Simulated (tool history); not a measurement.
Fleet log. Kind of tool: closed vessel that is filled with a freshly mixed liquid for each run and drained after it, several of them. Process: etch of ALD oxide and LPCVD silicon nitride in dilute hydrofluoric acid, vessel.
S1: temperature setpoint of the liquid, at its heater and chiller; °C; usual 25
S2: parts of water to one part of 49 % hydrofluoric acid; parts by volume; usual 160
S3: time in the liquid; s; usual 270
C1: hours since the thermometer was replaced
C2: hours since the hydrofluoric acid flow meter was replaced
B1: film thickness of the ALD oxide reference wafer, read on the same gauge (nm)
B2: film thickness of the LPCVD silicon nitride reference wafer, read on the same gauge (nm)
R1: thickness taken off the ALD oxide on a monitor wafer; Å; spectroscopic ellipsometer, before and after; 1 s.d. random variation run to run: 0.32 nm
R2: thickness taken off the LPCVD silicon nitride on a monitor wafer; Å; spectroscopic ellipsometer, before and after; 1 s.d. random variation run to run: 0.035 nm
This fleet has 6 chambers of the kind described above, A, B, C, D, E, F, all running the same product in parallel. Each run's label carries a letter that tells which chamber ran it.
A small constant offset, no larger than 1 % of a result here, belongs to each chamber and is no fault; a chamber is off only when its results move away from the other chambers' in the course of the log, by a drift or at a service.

{"run": "1F", "hour": 6.8, "S1": 25, "S2": 160, "S3": 270, "C1": 1067.4, "C2": 869.3, "B1": 100.0, "B2": 60.008, "R1": 333.64, "R2": 9.4922}
{"hour": 7.9, "done": "chamber D: hydrofluoric acid flow meter replaced"}
{"run": "2C", "hour": 14.9, "S1": 25, "S2": 160, "S3": 270, "C1": 523.6, "C2": 2116.7, "B1": 100.0, "B2": 60.01, "R1": 325.5, "R2": 9.0734}
{"run": "3D", "hour": 24.8, "S1": 25, "S2": 160, "S3": 270, "C1": 90.0, "C2": 16.9, "B1": 99.986, "B2": 60.009, "R1": 328.62, "R2": 9.6288}
{"run": "4E", "hour": 31.2, "S1": 25, "S2": 160, "S3": 270, "C1": 232.0, "C2": 1900.8, "B1": 100.0, "B2": 59.952, "R1": 330.17, "R2": 8.7652}
{"run": "5B", "hour": 39.3, "S1": 25, "S2": 160, "S3": 270, "C1": 1737.2, "C2": 867.9, "B1": 100.02, "B2": 59.983, "R1": 332.52, "R2": 8.769}
{"run": "6A", "hour": 45.1, "S1": 25, "S2": 160, "S3": 270, "C1": 985.7, "C2": 442.6, "B1": 100.02, "B2": 60.01, "R1": 331.57, "R2": 9.3714}
{"run": "7D", "hour": 54.6, "S1": 25, "S2": 160, "S3": 270, "C1": 119.8, "C2": 46.7, "B1": 100.0, "B2": 60.009, "R1": 325.33, "R2": 8.7385}
{"hour": 56.3, "done": "chamber F: hydrofluoric acid flow meter replaced"}
{"run": "8E", "hour": 63.9, "S1": 25, "S2": 160, "S3": 270, "C1": 264.7, "C2": 1933.5, "B1": 100.0, "B2": 59.985, "R1": 331.42, "R2": 9.5966}
{"run": "9B", "hour": 72.6, "S1": 25, "S2": 195, "S3": 270, "C1": 1770.5, "C2": 901.2, "B1": 99.994, "B2": 59.99, "R1": 262.08, "R2": 7.221}
{"hour": 79.6, "done": "chamber A: thermometer replaced"}
{"run": "10F", "hour": 81.1, "S1": 25, "S2": 195, "S3": 270, "C1": 1141.7, "C2": 24.8, "B1": 100.02, "B2": 59.988, "R1": 259.78, "R2": 7.7594}
{"run": "11A", "hour": 88.1, "S1": 25, "S2": 195, "S3": 270, "C1": 8.5, "C2": 485.6, "B1": 99.993, "B2": 60.036, "R1": 258.68, "R2": 7.7219}
{"run": "12C", "hour": 94.5, "S1": 25, "S2": 195, "S3": 270, "C1": 603.2, "C2": 2196.3, "B1": 99.993, "B2": 60.045, "R1": 253.17, "R2": 7.8201}
{"run": "13E", "hour": 100.9, "S1": 25, "S2": 195, "S3": 270, "C1": 301.7, "C2": 1970.5, "B1": 100.0, "B2": 60.001, "R1": 259.8, "R2": 7.5078}
{"run": "14A", "hour": 109.9, "S1": 25, "S2": 195, "S3": 270, "C1": 30.3, "C2": 507.4, "B1": 100.01, "B2": 60.024, "R1": 254.39, "R2": 7.2728}
{"hour": 118.0, "done": "chamber E: hydrofluoric acid flow meter replaced"}
{"run": "15C", "hour": 121.5, "S1": 25, "S2": 160, "S3": 270, "C1": 630.2, "C2": 2223.3, "B1": 100.0, "B2": 59.998, "R1": 330.05, "R2": 8.8386}
{"run": "16B", "hour": 130.9, "S1": 25, "S2": 160, "S3": 270, "C1": 1828.8, "C2": 959.5, "B1": 100.01, "B2": 59.988, "R1": 336.28, "R2": 9.2392}
{"run": "17D", "hour": 140.7, "S1": 25, "S2": 160, "S3": 270, "C1": 205.9, "C2": 132.8, "B1": 99.999, "B2": 59.965, "R1": 325.86, "R2": 9.2242}
{"run": "18F", "hour": 149.8, "S1": 25, "S2": 160, "S3": 270, "C1": 1210.4, "C2": 93.5, "B1": 100.01, "B2": 60.029, "R1": 327.13, "R2": 9.1797}
{"run": "19B", "hour": 158.9, "S1": 25, "S2": 160, "S3": 270, "C1": 1856.8, "C2": 987.5, "B1": 99.997, "B2": 60.016, "R1": 339.37, "R2": 9.1135}
{"run": "20D", "hour": 165.0, "S1": 25, "S2": 160, "S3": 270, "C1": 230.2, "C2": 157.1, "B1": 99.985, "B2": 59.979, "R1": 327.43, "R2": 9.5939}
{"run": "21F", "hour": 172.9, "S1": 25, "S2": 160, "S3": 270, "C1": 1233.5, "C2": 116.6, "B1": 99.976, "B2": 59.988, "R1": 328.48, "R2": 8.5401}
{"run": "22C", "hour": 180.7, "S1": 25, "S2": 160, "S3": 270, "C1": 689.4, "C2": 2282.5, "B1": 100.01, "B2": 59.983, "R1": 321.24, "R2": 8.8868}
{"run": "23A", "hour": 185.9, "S1": 25, "S2": 160, "S3": 270, "C1": 106.3, "C2": 583.4, "B1": 99.989, "B2": 59.99, "R1": 324.96, "R2": 9.5674}
{"run": "24E", "hour": 191.1, "S1": 28, "S2": 160, "S3": 350, "C1": 391.9, "C2": 73.2, "B1": 99.988, "B2": 60.007, "R1": 478.76, "R2": 13.123}
{"run": "25D", "hour": 199.2, "S1": 28, "S2": 160, "S3": 350, "C1": 264.4, "C2": 191.3, "B1": 99.991, "B2": 60.0, "R1": 477.62, "R2": 14.86}
{"run": "26B", "hour": 209.3, "S1": 28, "S2": 160, "S3": 350, "C1": 1907.2, "C2": 1037.9, "B1": 99.988, "B2": 59.992, "R1": 496.87, "R2": 15.312}
{"run": "27A", "hour": 215.5, "S1": 28, "S2": 160, "S3": 350, "C1": 135.9, "C2": 613.0, "B1": 99.993, "B2": 60.024, "R1": 475.8, "R2": 15.157}
{"run": "28F", "hour": 220.9, "S1": 28, "S2": 160, "S3": 350, "C1": 1281.5, "C2": 164.6, "B1": 99.999, "B2": 60.004, "R1": 465.95, "R2": 13.88}
{"run": "29E", "hour": 230.8, "S1": 28, "S2": 160, "S3": 350, "C1": 431.6, "C2": 112.9, "B1": 100.0, "B2": 59.982, "R1": 478.48, "R2": 14.349}
{"run": "30C", "hour": 238.9, "S1": 25, "S2": 160, "S3": 270, "C1": 747.6, "C2": 2340.7, "B1": 100.0, "B2": 59.993, "R1": 330.49, "R2": 8.6957}
{"run": "31A", "hour": 244.7, "S1": 25, "S2": 160, "S3": 270, "C1": 165.1, "C2": 642.2, "B1": 100.01, "B2": 60.0, "R1": 327.1, "R2": 9.0283}
{"run": "32E", "hour": 251.2, "S1": 25, "S2": 160, "S3": 270, "C1": 452.0, "C2": 133.3, "B1": 99.993, "B2": 59.992, "R1": 329.8, "R2": 8.5519}
{"hour": 256.1, "done": "chamber C: hydrofluoric acid flow meter replaced"}
{"run": "33C", "hour": 260.8, "S1": 25, "S2": 160, "S3": 270, "C1": 769.5, "C2": 4.7, "B1": 99.993, "B2": 60.013, "R1": 327.27, "R2": 9.1368}
{"run": "34F", "hour": 268.4, "S1": 25, "S2": 160, "S3": 270, "C1": 1329.0, "C2": 212.1, "B1": 99.988, "B2": 60.006, "R1": 323.59, "R2": 9.4288}
{"run": "35B", "hour": 277.2, "S1": 25, "S2": 160, "S3": 270, "C1": 1975.1, "C2": 1105.8, "B1": 99.991, "B2": 59.982, "R1": 352.75, "R2": 9.7678}
{"run": "36D", "hour": 284.2, "S1": 25, "S2": 160, "S3": 270, "C1": 349.4, "C2": 276.3, "B1": 100.01, "B2": 59.997, "R1": 331.07, "R2": 9.2129}
{"run": "37D", "hour": 290.3, "S1": 25, "S2": 160, "S3": 270, "C1": 355.5, "C2": 282.4, "B1": 100.0, "B2": 60.042, "R1": 326.87, "R2": 9.3192}
{"run": "38B", "hour": 298.1, "S1": 25, "S2": 160, "S3": 270, "C1": 1996.0, "C2": 1126.7, "B1": 100.0, "B2": 60.016, "R1": 356.21, "R2": 9.2614}
{"run": "39F", "hour": 308.4, "S1": 25, "S2": 160, "S3": 270, "C1": 1369.0, "C2": 252.1, "B1": 99.978, "B2": 59.999, "R1": 320.57, "R2": 9.0993}
{"run": "40C", "hour": 313.7, "S1": 25, "S2": 160, "S3": 270, "C1": 822.4, "C2": 57.6, "B1": 99.996, "B2": 59.999, "R1": 323.27, "R2": 9.2453}

Has any chamber moved away from the others, gradually or after a service, or does the common gauge drift, or do the chambers differ only by their own small steady offsets? State the chamber and the most likely cause if one applies.

One chamber, B, drifts off from the rest bit by bit.
Likeliest cause: hydrofluoric acid flow above the setpoint (%) = 6.7.

Below are 4 candidate recipes for chamber B's next run, each the usual settings with a change, their results shown as question marks. Which of them brings B's results back in line with what the other chambers give on the usual settings?
Counts as in line when no further than this from what the other chambers average on the usual settings: R1 11.00 Å; R2 1.2000 Å
{"run": "41B-1", "hour": 322.2, "S1": 25.5, "S2": 170, "S3": 260, "R1": "?", "R2": "?"}
{"run": "41B-2", "hour": 322.2, "S1": 24.5, "S2": 155, "S3": 275, "R1": "?", "R2": "?"}
{"run": "41B-3", "hour": 322.2, "S1": 24.5, "S2": 150, "S3": 280, "R1": "?", "R2": "?"}
{"run": "41B-4", "hour": 322.2, "S1": 25.0, "S2": 165, "S3": 270, "R1": "?", "R2": "?"}

The other chambers' mean on the usual settings: R1 327.18 Å; R2 9.1102 Å
run=41B-1 R1=323.68 R2=9.3987
run=41B-2 R1=367.51 R2=10.2150
run=41B-3 R1=388.90 R2=10.7470
run=41B-4 R1=341.69 R2=9.7354
Change 41B-1 lands the chamber within the allowed miss of the other chambers.

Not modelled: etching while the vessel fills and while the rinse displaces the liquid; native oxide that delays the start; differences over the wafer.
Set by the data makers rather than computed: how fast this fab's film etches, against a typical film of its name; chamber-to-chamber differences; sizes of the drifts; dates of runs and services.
